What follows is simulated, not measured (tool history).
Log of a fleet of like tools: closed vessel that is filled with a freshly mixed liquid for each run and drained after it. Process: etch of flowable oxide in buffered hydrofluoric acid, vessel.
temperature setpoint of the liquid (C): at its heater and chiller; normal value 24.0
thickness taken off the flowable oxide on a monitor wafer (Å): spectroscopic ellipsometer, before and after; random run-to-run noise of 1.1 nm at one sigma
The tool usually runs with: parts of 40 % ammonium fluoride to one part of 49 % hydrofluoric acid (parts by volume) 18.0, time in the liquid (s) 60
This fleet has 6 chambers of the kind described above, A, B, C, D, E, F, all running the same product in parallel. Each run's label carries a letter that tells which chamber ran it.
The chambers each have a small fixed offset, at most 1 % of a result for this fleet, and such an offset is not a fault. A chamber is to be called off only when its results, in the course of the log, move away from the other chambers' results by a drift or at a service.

run   hour  temperature setpoint of the liquid (C)  parts of 40 % ammonium fluoride to one part of 49 % hydrofluoric acid (parts by volume)  time in the liquid (s)  hours since the thermometer was replaced  hours since the hydrofluoric acid flow meter was replaced  read-back film thickness of the flowable oxide reference wafer, read on the same gauge (nm)  thickness taken off the flowable oxide on a monitor wafer (Å)
 1B    7.2                                    24.0                                                                                     18.0                      60                                     490.2                                                     1102.4                                                                                       70.012                                                         1446.7
 2F   13.2                                    24.0                                                                                     18.0                      60                                     718.7                                                      913.5                                                                                       70.017                                                         1443.2
 3E   22.2                                    24.0                                                                                     18.0                      60                                      46.5                                                       64.9                                                                                       69.985                                                         1478.4
 4A   34.0                                    24.0                                                                                     18.0                      60                                    1614.4                                                      145.3                                                                                       70.002                                                         1433.4
 5D   41.9                                    24.0                                                                                     18.0                      60                                    1654.6                                                     1184.1                                                                                       69.981                                                         1431.7
 6C   52.8                                    24.0                                                                                     18.0                      60                                     922.4                                                      806.7                                                                                       70.022                                                         1452.1
 7D   60.2                                    24.0                                                                                     18.0                      60                                    1672.9                                                     1202.4                                                                                       70.036                                                         1425.7
 8B   70.4                                    24.0                                                                                     18.0                      60                                     553.4                                                     1165.6                                                                                       69.988                                                         1438.9
 9C   81.4                                    24.0                                                                                     18.0                      60                                     951.0                                                      835.3                                                                                       69.972                                                         1455.1
10F   93.1                                    24.0                                                                                     18.0                      60                                     798.6                                                      993.4                                                                                       69.976                                                         1459.5
11E  105.3                                    24.0                                                                                     18.0                      60                                     129.6                                                      148.0                                                                                       70.007                                                         1474.6
12A  118.5                                    24.0                                                                                     18.0                      60                                    1698.9                                                      229.8                                                                                       69.979                                                         1426.3
13C  125.5                                    24.0                                                                                     18.0                      60                                     995.1                                                      879.4                                                                                       69.975                                                         1456.2
     132.1  -- chamber D: thermometer replaced
14E  135.1                                    24.0                                                                                     18.0                      60                                     159.4                                                      177.8                                                                                       70.025                                                         1469.2
15A  146.7                                    24.0                                                                                     18.0                      60                                    1727.1                                                      258.0                                                                                       69.987                                                         1430.8
16D  153.2                                    24.0                                                                                     18.0                      60                                      21.2                                                     1295.4                                                                                       70.022                                                         1444.6
17F  162.2                                    24.0                                                                                     18.0                      60                                     867.7                                                     1062.5                                                                                       70.021                                                         1431.6
18B  173.6                                    24.0                                                                                     18.0                      60                                     656.6                                                     1268.8                                                                                       69.956                                                         1467.8
19D  183.7                                    24.0                                                                                     18.0                      60                                      51.7                                                     1325.9                                                                                       69.965                                                         1422.6
20A  193.4                                    24.0                                                                                     18.0                      60                                    1773.8                                                      304.7                                                                                       70.011                                                         1438.4
21F  201.7                                    24.0                                                                                     18.0                      60                                     907.2                                                     1102.0                                                                                       69.975                                                         1443.1
22C  211.5                                    21.0                                                                                     21.5                      60                                    1081.1                                                      965.4                                                                                       69.979                                                         1030.5
23E  217.5                                    21.0                                                                                     21.5                      60                                     241.8                                                      260.2                                                                                       70.012                                                         1050.1
     224.2  -- chamber F: thermometer replaced
24B  226.4                                    21.0                                                                                     21.5                      60                                     709.4                                                     1321.6                                                                                       70.013                                                         1048.7
25C  239.0                                    21.0                                                                                     21.5                      60                                    1108.6                                                      992.9                                                                                       69.980                                                         1061.2
26F  246.4                                    21.0                                                                                     21.5                      60                                      22.2                                                     1146.7                                                                                       70.022                                                         1059.5
27A  259.6                                    21.0                                                                                     21.5                      60                                    1840.0                                                      370.9                                                                                       70.021                                                         1052.0
28B  269.4                                    24.0                                                                                     18.0                      60                                     752.4                                                     1364.6                                                                                       70.063                                                         1434.4
29D  279.1                                    24.0                                                                                     18.0                      60                                     147.1                                                     1421.3                                                                                       69.970                                                         1414.2
30E  289.0                                    24.0                                                                                     18.0                      60                                     313.3                                                      331.7                                                                                       69.998                                                         1446.7
     295.9  -- chamber C: thermometer replaced
31A  301.4                                    24.0                                                                                     18.0                      60                                    1881.8                                                      412.7                                                                                       70.006                                                         1455.5
32C  308.4                                    24.0                                                                                     18.0                      60                                      12.5                                                     1062.3                                                                                       70.026                                                         1464.4
33F  317.4                                    24.0                                                                                     18.0                      60                                      93.2                                                     1217.7                                                                                       69.989                                                         1401.1
34B  328.0                                    24.0                                                                                     18.0                      60                                     811.0                                                     1423.2                                                                                       70.000                                                         1453.5
35D  339.0                                    26.5                                                                                     18.0                      80                                     207.0                                                     1481.2                                                                                       70.012                                                         2155.3
36E  352.1                                    26.5                                                                                     18.0                      80                                     376.4                                                      394.8                                                                                       69.985                                                         2211.1
37F  363.3                                    26.5                                                                                     18.0                      80                                     139.1                                                     1263.6                                                                                       69.973                                                         2091.6
38C  376.0                                    26.5                                                                                     18.0                      80                                      80.1                                                     1129.9                                                                                       69.959                                                         2236.9
39D  384.8                                    26.5                                                                                     18.0                      80                                     252.8                                                     1527.0                                                                                       69.977                                                         2190.9
     393.1  -- chamber B: hydrofluoric acid flow meter replaced
40E  395.1                                    26.5                                                                                     18.0                      80                                     419.4                                                      437.8                                                                                       70.019                                                         2242.4
41A  408.7                                    24.0                                                                                     18.0                      60                                    1989.1                                                      520.0                                                                                       70.010                                                         1433.6
42B  422.3                                    24.0                                                                                     18.0                      60                                     905.3                                                       29.2                                                                                       69.960                                                         1432.4
43E  435.5                                    24.0                                                                                     18.0                      60                                     459.8                                                      478.2                                                                                       70.019                                                         1453.6
44C  444.2                                    24.0                                                                                     18.0                      60                                     148.3                                                     1198.1                                                                                       70.009                                                         1443.7

Read the log: is a single chamber off, either drifting away or since a service, is the gauge that measures every chamber drifting, or is nothing wrong beyond small per-chamber offsets? Name any odd chamber and what most likely caused it.

Little by little, chamber F moves away from the other chambers.
Most likely cause: hydrofluoric acid flow below the setpoint (%) = 7.88.

Below are 4 candidate recipes for chamber F's next run, each the usual settings with a change, their results shown as question marks. Which of them brings F's results back in line with what the other chambers give on the usual settings?
A result is in line if it is within this distance of the other chambers' mean on the usual settings: thickness taken off the flowable oxide on a monitor wafer (Å) 40.0
45F-1  454.1                                    24.0                                                                                     16.5                      60                                                                                                                                                                                                                                                                ?
45F-2  454.1                                    24.0                                                                                     18.0                      55                                                                                                                                                                                                                                                                ?
45F-3  454.1                                    26.5                                                                                     18.0                      60                                                                                                                                                                                                                                                                ?
45F-4  454.1                                    24.0                                                                                     19.0                      55                                                                                                                                                                                                                                                                ?

Average result of the remaining chambers running the usual settings: thickness taken off the flowable oxide on a monitor wafer (Å) 1443.2
  run  thickness taken off the flowable oxide on a monitor wafer (Å)
45F-1                                                         1458.9
45F-2                                                         1228.8
45F-3                                                         1534.6
45F-4                                                         1176.3
The right change is 45F-1: it brings the chamber back within the allowed miss of the others.
